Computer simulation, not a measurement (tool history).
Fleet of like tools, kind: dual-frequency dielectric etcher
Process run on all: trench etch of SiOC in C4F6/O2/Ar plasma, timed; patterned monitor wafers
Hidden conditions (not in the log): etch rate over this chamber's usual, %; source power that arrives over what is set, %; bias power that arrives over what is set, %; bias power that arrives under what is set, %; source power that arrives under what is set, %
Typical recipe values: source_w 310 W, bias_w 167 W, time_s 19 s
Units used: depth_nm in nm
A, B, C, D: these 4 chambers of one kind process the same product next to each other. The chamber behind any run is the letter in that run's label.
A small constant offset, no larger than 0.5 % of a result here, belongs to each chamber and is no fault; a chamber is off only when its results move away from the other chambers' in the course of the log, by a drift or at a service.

run	hour	source_w	bias_w	time_s	hours since the last wet clean	hours since the last source power generator calibration	hours since the last bias power generator calibration	read-back reference wafer on the same gauge, depth_nm	depth_nm
1D	3.1	310	167	19	261.3	33.2	2044.9	37.196	34.617
2A	8.3	310	167	19	469.4	3660.6	1197.2	37.206	34.784
# hour 12.2: chamber A: wet clean of the chamber
3B	14.8	310	167	19	363.9	1612.0	1301.2	37.171	34.769
4C	20.3	310	167	19	302.5	1190.9	800.9	37.232	34.754
5B	26.4	310	167	19	375.5	1623.6	1312.8	37.206	34.877
6A	30.2	310	167	19	18.1	3682.5	1219.1	37.205	35.008
7D	36.1	310	134	19	294.3	66.2	2077.9	37.214	32.249
8C	40.6	310	134	19	322.8	1211.2	821.2	37.235	32.853
9B	45.9	310	134	19	395.0	1643.1	1332.3	37.161	32.554
10C	50.7	310	134	19	332.9	1221.3	831.3	37.192	32.698
11D	56.2	310	167	19	314.4	86.3	2098.0	37.207	34.609
12A	59.3	310	167	19	47.2	3711.6	1248.2	37.219	34.693
13A	63.6	310	167	19	51.5	3715.9	1252.5	37.175	34.979
# hour 67.2: chamber C: wet clean of the chamber
14C	68.8	310	167	19	1.6	1239.4	849.4	37.234	36.152
15D	74.9	310	167	19	333.1	105.0	2116.7	37.205	34.527
16B	81.0	310	167	19	430.1	1678.2	1367.4	37.224	34.876
17B	85.2	310	167	19	434.3	1682.4	1371.6	37.215	34.601
18C	89.4	310	167	19	22.2	1260.0	870.0	37.138	35.940
19D	95.8	310	167	19	354.0	125.9	2137.6	37.201	34.733
20A	98.9	310	167	19	86.8	3751.2	1287.8	37.186	35.205
21B	102.4	350	192	19	451.5	1699.6	1388.8	37.161	38.195
22D	107.9	350	192	19	366.1	138.0	2149.7	37.180	38.244
23C	113.5	350	192	19	46.3	1284.1	894.1	37.189	39.553
24A	118.4	350	192	19	106.3	3770.7	1307.3	37.214	38.175
25C	124.6	340	167	19	57.4	1295.2	905.2	37.193	37.336
26B	130.1	340	167	19	479.2	1727.3	1416.5	37.197	35.975
27A	133.4	340	167	19	121.3	3785.7	1322.3	37.165	36.467
28D	139.0	340	167	19	397.2	169.1	2180.8	37.215	36.263
29D	144.5	310	167	19	402.7	174.6	2186.3	37.222	34.843
30B	150.6	310	167	19	499.7	1747.8	1437.0	37.184	34.958
31C	154.7	310	167	19	87.5	1325.3	935.3	37.169	36.108
32A	159.7	310	167	19	147.6	3812.0	1348.6	37.188	34.951

Is one chamber off against the others, does the gauge drift, or is nothing wrong? If a chamber is off, say which, and what the likeliest cause is.

After it was serviced, chamber C no longer matches the other chambers.
Likeliest cause: etch rate over this chamber's usual, % = 3.52.

Below are 4 candidate recipes for chamber C's next run, each the usual settings with a change, their results shown as question marks. Which of them brings C's results back in line with what the other chambers give on the usual settings?
Allowed miss from the other chambers' usual-settings mean, per result, to count as in line: depth_nm 0.540 nm
33C-1	164.5	310	172	19					?
33C-2	164.5	340	167	19					?
33C-3	164.5	310	165	19					?
33C-4	164.5	290	159	19					?

What the other chambers average on the usual settings: depth_nm 34.817 nm
run	depth_nm
33C-1	36.525
33C-2	37.487
33C-3	36.041
33C-4	34.717
33C-4 brings the chamber back in line.
